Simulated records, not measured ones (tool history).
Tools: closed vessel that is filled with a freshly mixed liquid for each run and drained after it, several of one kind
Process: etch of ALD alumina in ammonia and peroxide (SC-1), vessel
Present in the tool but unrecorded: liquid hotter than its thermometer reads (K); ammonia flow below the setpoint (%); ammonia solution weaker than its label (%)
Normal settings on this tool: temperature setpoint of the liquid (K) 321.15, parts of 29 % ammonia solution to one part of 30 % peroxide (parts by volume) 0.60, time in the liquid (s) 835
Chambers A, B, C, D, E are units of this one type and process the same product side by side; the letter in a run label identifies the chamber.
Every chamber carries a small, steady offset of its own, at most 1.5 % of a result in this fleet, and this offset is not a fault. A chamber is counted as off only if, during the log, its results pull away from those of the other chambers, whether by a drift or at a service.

run,day,temperature setpoint of the liquid (K),parts of 29 % ammonia solution to one part of 30 % peroxide (parts by volume),time in the liquid (s),hours since the thermometer was replaced,hours since the ammonia flow meter was replaced,hours since the drum of ammonia solution was connected,"read-back film thickness of the ALD alumina reference wafer, read on the same gauge (nm)",thickness taken off the ALD alumina on a monitor wafer (Å)
1E,0.312,321.15,0.60,835,1847.5,962.8,565.3,60.006,337.43
# day 0.567: chamber D: new drum of ammonia solution connected
2A,0.596,321.15,0.60,835,2219.9,883.5,603.7,60.024,336.79
3D,0.850,321.15,0.60,835,823.6,1406.5,6.9,59.994,339.31
4C,1.104,321.15,0.60,835,1079.7,543.2,526.9,59.987,336.89
5B,1.358,321.15,0.60,835,612.6,50.9,136.7,60.036,339.30
6D,1.554,321.15,0.60,835,840.5,1423.4,23.8,59.972,341.33
7C,1.804,321.15,0.60,835,1096.5,560.0,543.7,59.995,338.81
8E,2.033,312.15,0.60,1040,1888.8,1004.1,606.6,60.034,250.03
# day 2.254: chamber A: new drum of ammonia solution connected
9B,2.275,312.15,0.60,1040,634.6,72.9,158.7,59.985,252.43
10A,2.496,312.15,0.60,1040,2265.5,929.1,5.9,60.021,252.71
11C,2.742,312.15,0.60,1040,1119.0,582.5,566.2,59.981,246.32
12E,2.946,312.15,0.60,1040,1910.7,1026.0,628.5,60.011,252.34
13B,3.254,321.15,0.85,1180,658.1,96.4,182.2,59.998,495.16
14D,3.567,321.15,0.85,1180,888.8,1471.7,72.1,59.990,494.25
15A,3.767,321.15,0.85,1180,2296.0,959.6,36.4,59.978,494.33
16E,3.971,321.15,0.85,1180,1935.3,1050.6,653.1,59.980,495.99
17C,4.362,321.15,0.85,1180,1157.9,621.4,605.1,59.963,494.60
18A,4.629,321.15,0.60,835,2316.7,980.3,57.1,59.976,340.76
19D,4.871,321.15,0.60,835,920.1,1503.0,103.4,59.996,334.39
20B,5.062,321.15,0.60,835,701.5,139.8,225.6,60.002,341.26
21B,5.246,321.15,0.35,1120,705.9,144.2,230.0,60.007,433.25
22C,5.421,321.15,0.35,1120,1183.3,646.8,630.5,59.947,433.50
23E,5.767,321.15,0.35,1120,1978.4,1093.7,696.2,59.978,423.52
24A,6.054,321.15,0.35,1120,2350.9,1014.5,91.3,60.034,430.37
25D,6.262,321.15,0.35,1120,953.5,1536.4,136.8,59.966,431.92
26C,6.638,321.15,0.60,835,1212.5,676.0,659.7,59.976,343.01
27A,6.992,321.15,0.60,835,2373.4,1037.0,113.8,59.996,338.95
# day 7.017: chamber E: thermometer replaced
28B,7.321,321.15,0.60,835,755.7,194.0,279.8,60.019,340.81
29D,7.617,321.15,0.60,835,986.0,1568.9,169.3,60.063,340.84
30E,7.862,321.15,0.70,1105,20.4,1144.0,746.5,60.016,446.46
31A,8.154,321.15,0.70,1105,2401.3,1064.9,141.7,60.035,450.27
32B,8.396,321.15,0.70,1105,781.5,219.8,305.6,60.041,457.90
33C,8.733,321.15,0.70,1105,1262.8,726.3,710.0,59.977,470.11
34E,9.079,321.15,0.70,1105,49.6,1173.2,775.7,59.988,449.78
35D,9.262,321.15,0.60,835,1025.5,1608.4,208.8,59.993,340.66
36C,9.617,321.15,0.60,1180,1284.0,747.5,731.2,59.944,500.65
37E,9.808,321.15,0.60,1180,67.1,1190.7,793.2,59.991,473.11
38D,10.192,321.15,0.60,1180,1047.8,1630.7,231.1,59.979,481.49
39B,10.554,321.15,0.60,1180,833.3,271.6,357.4,59.993,481.46
40A,10.796,321.15,0.60,1180,2464.7,1128.3,205.1,60.009,480.59
41A,11.058,321.15,0.60,835,2471.0,1134.6,211.4,60.010,337.48

Decide between three cases: one chamber stands off from its peers, the gauge reading all wafers drifts, or nothing is wrong past each chamber's small offset. Where a chamber is off, say which and what most likely put it there.

Chamber C drifts away from the others.
Cause: liquid hotter than its thermometer reads (K) = 1.02.

Here are 4 candidates for chamber C's next run, each the usual settings with a change, their results left as question marks. Which one brings its results back in line with what the others give on the usual settings?
Counts as in line when no further than this from what the other chambers average on the usual settings: thickness taken off the ALD alumina on a monitor wafer (Å) 7.30
42C-1,11.346,322.65,0.60,835,,,,,?
42C-2,11.346,321.15,0.60,880,,,,,?
42C-3,11.346,321.15,0.60,760,,,,,?
42C-4,11.346,320.65,0.60,810,,,,,?

Mean of the other chambers on the usual settings: thickness taken off the ALD alumina on a monitor wafer (Å) 338.36
run,thickness taken off the ALD alumina on a monitor wafer (Å)
42C-1,387.49
42C-2,375.57
42C-3,324.35
42C-4,336.05
Change 42C-4 lands the chamber within the allowed miss of the other chambers.

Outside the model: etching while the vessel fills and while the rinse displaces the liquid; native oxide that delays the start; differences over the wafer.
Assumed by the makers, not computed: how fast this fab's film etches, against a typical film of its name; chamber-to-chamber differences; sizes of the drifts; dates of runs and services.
